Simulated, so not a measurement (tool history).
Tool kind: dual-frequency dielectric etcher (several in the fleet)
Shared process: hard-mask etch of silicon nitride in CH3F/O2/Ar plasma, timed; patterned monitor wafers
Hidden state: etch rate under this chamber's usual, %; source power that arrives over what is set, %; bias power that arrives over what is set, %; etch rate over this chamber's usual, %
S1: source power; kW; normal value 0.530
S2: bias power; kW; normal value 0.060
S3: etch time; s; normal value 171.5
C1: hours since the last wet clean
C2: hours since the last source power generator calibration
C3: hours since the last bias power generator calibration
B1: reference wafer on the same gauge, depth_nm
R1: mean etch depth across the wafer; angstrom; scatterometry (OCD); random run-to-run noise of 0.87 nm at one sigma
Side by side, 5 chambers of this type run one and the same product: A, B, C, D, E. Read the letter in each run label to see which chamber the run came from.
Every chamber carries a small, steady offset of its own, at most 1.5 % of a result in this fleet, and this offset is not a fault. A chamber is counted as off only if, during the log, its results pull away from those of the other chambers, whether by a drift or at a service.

run    day     S1     S2     S3     C1      C2      C3      B1      R1
 1B  0.129  0.530  0.060  171.5  453.5  3032.9  3769.7  149.89  1259.8
 2C  0.346  0.530  0.060  171.5  200.9  1927.9   681.9  150.27  1265.9
 3E  0.504  0.530  0.060  171.5  144.9   192.3   716.9  149.76  1259.4
     0.683  -- chamber B: bias power generator calibrated
 4D  0.721  0.530  0.060  171.5  325.1  1840.3  3478.3  150.13  1246.8
 5A  0.854  0.530  0.060  187.5  450.1    41.8    48.5  150.04  1369.5
 6B  0.996  0.530  0.060  187.5  474.3  3053.7     7.5  149.94  1383.8
 7C  1.146  0.530  0.060  187.5  220.1  1947.1   701.1  150.01  1396.7
 8A  1.338  0.530  0.060  187.5  461.7    53.4    60.1  150.12  1369.6
 9E  1.562  0.530  0.060  187.5  170.3   217.7   742.3  150.12  1368.0
10D  1.738  0.530  0.060  171.5  349.5  1864.7  3502.7  150.02  1248.7
11B  1.938  0.530  0.060  171.5  496.9  3076.3    30.1  149.97  1257.3
12A  2.050  0.530  0.060  171.5  478.8    70.5    77.2  150.02  1257.1
13E  2.233  0.530  0.060  171.5  186.4   233.8   758.4  150.23  1260.0
14D  2.454  0.530  0.060  171.5  366.7  1881.9  3519.9  149.89  1236.7
15C  2.617  0.530  0.060  171.5  255.4  1982.4   736.4  150.27  1277.5
16E  2.754  0.530  0.060  171.5  198.9   246.3   770.9  149.79  1238.4
17B  2.871  0.530  0.060  171.5  519.3  3098.7    52.5  150.31  1258.5
18D  2.992  0.530  0.060  171.5  379.6  1894.8  3532.8  150.25  1248.5
19C  3.192  0.530  0.060  171.5  269.2  1996.2   750.2  149.97  1288.2
20A  3.429  0.530  0.060  171.5  511.9   103.6   110.3  150.10  1259.3
21B  3.608  0.530  0.060  171.5  537.0  3116.4    70.2  149.98  1273.7
22E  3.746  0.530  0.060  171.5  222.7   270.1   794.7  149.88  1245.8
23A  3.938  0.530  0.060  171.5  524.1   115.8   122.5  150.12  1278.7
24D  4.046  0.530  0.060  171.5  404.9  1920.1  3558.1  149.78  1259.1
25C  4.154  0.530  0.060  171.5  292.3  2019.3   773.3  150.03  1305.6
26D  4.271  0.480  0.050  171.5  410.3  1925.5  3563.5  150.06  1127.9
27A  4.488  0.480  0.050  171.5  537.3   129.0   135.7  149.98  1146.8
28E  4.696  0.480  0.050  171.5  245.5   292.9   817.5  150.01  1138.2
29B  4.833  0.480  0.050  171.5  566.4  3145.8    99.6  149.67  1147.7
30C  4.942  0.480  0.050  171.5  311.2  2038.2   792.2  149.85  1186.0
31D  5.158  0.530  0.060  171.5  431.6  1946.8  3584.8  150.00  1253.1
32E  5.358  0.530  0.060  171.5  261.4   308.8   833.4  150.10  1238.5
33C  5.571  0.530  0.060  171.5  326.3  2053.3   807.3  149.97  1319.3
34A  5.742  0.530  0.060  171.5  567.4   159.1   165.8  150.19  1246.0
35B  5.896  0.460  0.054  171.5  591.9  3171.3   125.1  150.17  1149.7
     5.983  -- chamber D: source power generator calibrated
36C  6.129  0.460  0.054  171.5  339.7  2066.7   820.7  150.10  1210.2
37D  6.350  0.460  0.054  171.5  460.2     8.8  3613.4  149.92  1131.6
38B  6.554  0.460  0.054  171.5  607.7  3187.1   140.9  150.21  1148.6
39A  6.783  0.460  0.054  171.5  592.4   184.1   190.8  149.83  1144.9
40E  6.983  0.530  0.060  171.5  300.4   347.8   872.4  149.84  1257.2
41C  7.196  0.530  0.060  171.5  365.3  2092.3   846.3  150.33  1328.7
42A  7.342  0.530  0.060  171.5  605.8   197.5   204.2  149.87  1276.1

Decide between three cases: one chamber stands off from its peers, the gauge reading all wafers drifts, or nothing is wrong past each chamber's small offset. Where a chamber is off, say which and what most likely put it there.

Little by little, chamber C moves away from the other chambers.
Cause: etch rate over this chamber's usual, % = 5.18.

Below are 4 candidate recipes for chamber C's next run, each the usual settings with a change, their results shown as question marks. Which of them brings C's results back in line with what the other chambers give on the usual settings?
Maximum distance from the other chambers' mean on the usual settings for a result to count as in line: R1 31.0 angstrom
43C-1  7.517  0.530  0.060  174.0                   ?
43C-2  7.517  0.480  0.055  171.5                   ?
43C-3  7.517  0.500  0.060  171.5                   ?
43C-4  7.517  0.530  0.061  181.5                   ?

Usual-settings mean across the other chambers: R1 1255.2 angstrom
  run      R1
43C-1  1357.5
43C-2  1252.0
43C-3  1308.3
43C-4  1423.7
Change 43C-2 lands the chamber within the allowed miss of the other chambers.
